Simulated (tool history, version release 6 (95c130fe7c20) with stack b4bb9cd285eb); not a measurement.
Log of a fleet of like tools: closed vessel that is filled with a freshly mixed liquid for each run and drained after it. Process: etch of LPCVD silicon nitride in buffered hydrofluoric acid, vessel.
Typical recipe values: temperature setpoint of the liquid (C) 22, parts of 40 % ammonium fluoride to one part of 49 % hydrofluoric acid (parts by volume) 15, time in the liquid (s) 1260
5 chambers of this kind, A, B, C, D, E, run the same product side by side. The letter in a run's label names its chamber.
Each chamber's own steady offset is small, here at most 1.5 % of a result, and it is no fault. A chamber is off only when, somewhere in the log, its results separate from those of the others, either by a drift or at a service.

run	day	temperature setpoint of the liquid (C)	parts of 40 % ammonium fluoride to one part of 49 % hydrofluoric acid (parts by volume)	time in the liquid (s)	hours since the thermometer was replaced	hours since the hydrofluoric acid flow meter was replaced	read-back film thickness of the LPCVD silicon nitride reference wafer, read on the same gauge (nm)	thickness taken off the LPCVD silicon nitride on a monitor wafer (nm)
1A	0.162	22	15	1260	2120	758.1	29.958	11.062
2C	0.446	22	15	1260	854.8	827.9	30.033	11.115
3E	0.612	22	15	1260	224.2	510.9	29.995	11.249
4D	0.812	22	15	1260	1056.4	1064	29.987	11.383
5B	1.021	22	15	1260	1786.5	818.9	29.95	11.17
# day 1.229: chamber C: thermometer replaced
6A	1.379	22	15	1260	2149.2	787.3	29.989	11.152
7D	1.704	22	15	1675	1077.8	1085.4	29.992	14.963
8B	2.05	22	15	1675	1811.2	843.6	29.996	14.824
9E	2.358	22	15	1675	266.1	552.8	30.052	14.957
10C	2.575	22	15	1675	32.4	879	30.042	14.773
11C	2.858	22	15	1675	39.2	885.8	30.004	14.88
12B	3.171	22	15	1945	1838.1	870.5	30.043	17.279
13D	3.396	22	15	1945	1118.4	1126	30.001	17.303
14E	3.583	22	15	1945	295.5	582.2	30.002	17.459
15A	3.8	22	15	1945	2207.3	845.4	30.012	17.048
16A	4.079	22	15	1945	2214	852.1	29.979	17.294
17C	4.25	22	15	1260	72.6	919.2	30.036	11.131
18D	4.471	22	15	1260	1144.2	1151.8	29.958	11.322
19E	4.654	22	15	1260	321.2	607.9	29.981	11.23
20B	5.025	22	15	1260	1882.6	915	29.991	11.563
21B	5.292	25	15	1755	1889	921.4	30.044	18.731
22A	5.633	25	15	1755	2251.3	889.4	29.999	18.116
23D	5.829	25	15	1755	1176.8	1184.4	29.995	18.427
24C	6.121	25	15	1755	117.5	964.1	29.985	18.364
25E	6.383	25	15	1755	362.7	649.4	30.025	18.617
26C	6.55	22	15	1260	127.8	974.4	30.042	11.135
27A	6.879	22	15	1540	2281.2	919.3	29.993	13.558
28B	7.071	22	15	1540	1931.7	964.1	30.005	14.434
29D	7.267	22	15	1540	1211.3	1218.9	29.985	13.75
30E	7.504	22	15	1540	389.6	676.3	30.018	13.809
31C	7.667	22	15	1540	154.6	1001.2	29.993	13.666
32E	8.021	22	15	1260	402	688.7	29.973	11.396
33D	8.358	18.5	15	1930	1237.5	1245.1	29.98	14.275

The same settings go to every chamber for the next run, one line per chamber below. Forecast the results for each:
34A	8.629	25	15	1260				?
34B	8.629	25	15	1260				?
34C	8.629	25	15	1260				?
34D	8.629	25	15	1260				?
34E	8.629	25	15	1260				?

run	thickness taken off the LPCVD silicon nitride on a monitor wafer (nm)
34A	13.151
34B	14.256
34C	13.058
34D	13.325
34E	13.323
